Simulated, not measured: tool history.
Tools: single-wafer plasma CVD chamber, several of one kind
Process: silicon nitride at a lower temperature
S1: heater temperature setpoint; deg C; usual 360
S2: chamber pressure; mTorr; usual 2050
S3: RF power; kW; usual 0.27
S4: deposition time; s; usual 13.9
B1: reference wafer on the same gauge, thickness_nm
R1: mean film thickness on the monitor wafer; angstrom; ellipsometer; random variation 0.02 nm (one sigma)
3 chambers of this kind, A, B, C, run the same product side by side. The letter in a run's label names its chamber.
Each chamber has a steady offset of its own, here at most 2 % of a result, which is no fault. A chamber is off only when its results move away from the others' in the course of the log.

run   hour   S1    S2    S3    S4      B1      R1
 1B    8.5  360  2050  0.27  13.9  16.194   163.3
 2C   15.5  360  2050  0.27  13.9  16.194  161.98
 3A   24.3  360  2050  0.27  13.9  16.193  159.58
 4A   32.1  360  2050  0.27  13.9  16.187  159.32
 5C   41.6  360  2050  0.27  13.9  16.182  161.56
 6B   49.6  360  2050  0.27  13.9  16.177  162.75
 7A   58.1  360  2050  0.27  13.9   16.18  159.47
      58.8  -- chamber B: capacitance manometer re-zeroed and calibrated
 8C   69.9  360  2050  0.27  13.9  16.173  161.34
 9B     82  360  2050  0.27  13.9  16.167  163.12
10B   92.4  360  2050  0.27  13.9  16.164  162.43
11A  101.6  360  2050  0.27  13.9  16.165  159.35
12C  111.8  360  2050  0.27  13.9  16.157   161.4
13A  124.1  360  2050  0.27  13.9  16.147   159.2
14C  132.8  360  2050  0.27  13.9  16.143  161.37
15B  140.3  360  2050  0.27  13.9  16.143  162.51
16A  149.6  360  2050  0.27  13.9  16.143  159.39
17B  158.5  360  2050  0.27  13.9  16.135  162.65
18C  165.7  347  2050  0.27  13.9  16.136  162.09
19C  178.8  347  2050  0.27  13.9  16.129   161.9
     185.9  -- chamber A: thermocouple changed; heater temperature recalibrated
20A    191  347  2050  0.27  13.9  16.125  160.05
21B  203.6  350  2050  0.27  12.6  16.126  147.91

Next, every chamber runs the same settings. What will each give?
22A  213.3  360  2050  0.27  13.9       ?
22B  213.3  360  2050  0.27  13.9       ?
22C  213.3  360  2050  0.27  13.9       ?

run      R1
22A  158.78
22B  161.92
22C  161.14
